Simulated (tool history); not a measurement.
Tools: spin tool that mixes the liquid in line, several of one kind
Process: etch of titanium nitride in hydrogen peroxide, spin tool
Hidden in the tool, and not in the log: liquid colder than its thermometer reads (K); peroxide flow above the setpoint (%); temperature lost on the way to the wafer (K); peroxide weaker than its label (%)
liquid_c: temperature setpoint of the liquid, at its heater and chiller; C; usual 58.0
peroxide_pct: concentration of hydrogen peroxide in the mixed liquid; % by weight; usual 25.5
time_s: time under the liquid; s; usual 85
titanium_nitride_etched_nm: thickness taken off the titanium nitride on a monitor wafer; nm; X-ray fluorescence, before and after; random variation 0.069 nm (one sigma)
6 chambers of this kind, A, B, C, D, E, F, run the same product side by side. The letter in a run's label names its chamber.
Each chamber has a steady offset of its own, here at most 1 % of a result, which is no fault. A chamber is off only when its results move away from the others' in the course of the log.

run	day	liquid_c	peroxide_pct	time_s	hours since the thermometer was replaced	hours since the peroxide flow meter was replaced	hours since the heated supply line was repaired	hours since the drum of peroxide was connected	read-back film thickness of the titanium nitride reference wafer, read on the same gauge (nm)	titanium_nitride_etched_nm
1E	0.129	58.0	25.5	85	227.0	2652.9	1795.2	384.9	40.055	7.5724
2B	0.254	58.0	25.5	85	1057.9	623.7	630.6	46.9	39.971	7.7390
3D	0.371	58.0	25.5	85	264.2	962.4	740.6	184.4	40.008	7.7966
4A	0.558	58.0	25.5	85	552.0	482.3	1073.1	602.8	39.968	7.7602
5F	0.683	54.5	25.5	65	967.1	210.4	2384.9	199.4	40.015	4.6024
6C	0.796	54.5	25.5	65	531.4	33.1	553.7	168.8	40.029	4.6119
# day 0.879: chamber E: peroxide flow meter replaced
7B	0.954	54.5	25.5	65	1074.7	640.5	647.4	63.7	40.027	4.6427
8A	1.142	54.5	25.5	65	566.0	496.3	1087.1	616.8	39.976	4.6497
9E	1.342	54.5	25.5	65	256.1	11.2	1824.3	414.0	40.045	4.6191
10F	1.488	54.5	25.5	65	986.4	229.7	2404.2	218.7	39.973	4.6381
11D	1.600	58.0	25.5	85	293.7	991.9	770.1	213.9	40.019	7.7175
12C	1.771	58.0	25.5	85	554.8	56.5	577.1	192.2	39.986	7.6580
13F	1.938	62.0	29.5	85	997.2	240.5	2415.0	229.5	39.960	10.3370
14C	2.079	62.0	29.5	85	562.2	63.9	584.5	199.6	40.002	10.3470
15D	2.179	62.0	29.5	85	307.6	1005.8	784.0	227.8	40.034	10.2640
16E	2.275	62.0	29.5	85	278.5	33.6	1846.7	436.4	39.947	10.2970
17B	2.458	62.0	29.5	85	1110.8	676.6	683.5	99.8	40.024	10.3310
18A	2.646	62.0	29.5	85	602.1	532.4	1123.2	652.9	39.955	10.6200
19C	2.779	58.0	25.5	125	579.0	80.7	601.3	216.4	40.007	11.1430
20A	2.875	58.0	25.5	125	607.6	537.9	1128.7	658.4	40.040	11.5170
21E	2.983	58.0	25.5	125	295.5	50.6	1863.7	453.4	39.999	11.4340
22D	3.100	58.0	25.5	125	329.7	1027.9	806.1	249.9	40.025	10.8950
23B	3.200	58.0	25.5	125	1128.6	694.4	701.3	117.6	40.054	11.3510
24F	3.408	58.0	25.5	125	1032.5	275.8	2450.3	264.8	40.005	11.3660
25E	3.604	58.0	25.5	85	310.4	65.5	1878.6	468.3	39.984	7.6591
26C	3.750	58.0	25.5	85	602.3	104.0	624.6	239.7	39.974	7.6150
# day 3.829: chamber A: heated supply line repaired
27F	3.871	58.0	25.5	85	1043.6	286.9	2461.4	275.9	40.027	7.6548
28A	4.017	58.0	25.5	85	635.0	565.3	4.6	685.8	39.994	7.6797
29B	4.146	58.0	25.5	85	1151.3	717.1	724.0	140.3	40.020	7.6536
30D	4.267	58.0	25.5	85	357.7	1055.9	834.1	277.9	39.974	7.2036
31D	4.462	58.0	25.5	85	362.4	1060.6	838.8	282.6	39.997	7.1058
32A	4.650	58.0	25.5	85	650.2	580.5	19.8	701.0	39.986	7.8275
33B	4.804	58.0	30.0	85	1167.1	732.9	739.8	156.1	39.989	8.0433
34F	4.917	58.0	30.0	85	1068.7	312.0	2486.5	301.0	40.014	8.0483
35E	5.088	58.0	30.0	85	346.0	101.1	1914.2	503.9	40.001	7.9433
36C	5.246	58.0	30.0	85	638.2	139.9	660.5	275.6	40.000	8.0713
37B	5.442	58.0	30.0	85	1182.4	748.2	755.1	171.4	40.058	7.9697
38F	5.579	58.0	30.0	85	1084.6	327.9	2502.4	316.9	40.006	7.9853

What goes on in this fleet: one chamber off, a drifting gauge, or nothing beyond the chambers' own small offsets? Name the chamber and the cause, if any.

Chamber D drifts away from the others.
Cause: temperature lost on the way to the wafer (K) = 1.58.
The log may not tell that from: liquid colder than its thermometer reads (K).

Here are 4 candidates for chamber D's next run, each the usual settings with a change, their results left as question marks. Which one brings its results back in line with what the others give on the usual settings?
In line means no further than this from the other chambers' mean on the usual settings: titanium_nitride_etched_nm 0.2400 nm
39D-1	5.729	57.5	25.5	85						?
39D-2	5.729	58.5	25.5	90						?
39D-3	5.729	56.5	25.5	85						?
39D-4	5.729	58.5	25.5	85						?

The other chambers' mean on the usual settings: titanium_nitride_etched_nm 7.7027 nm
run	titanium_nitride_etched_nm
39D-1	6.7031
39D-2	7.6078
39D-3	6.2507
39D-4	7.1851
39D-2 brings the chamber back in line.
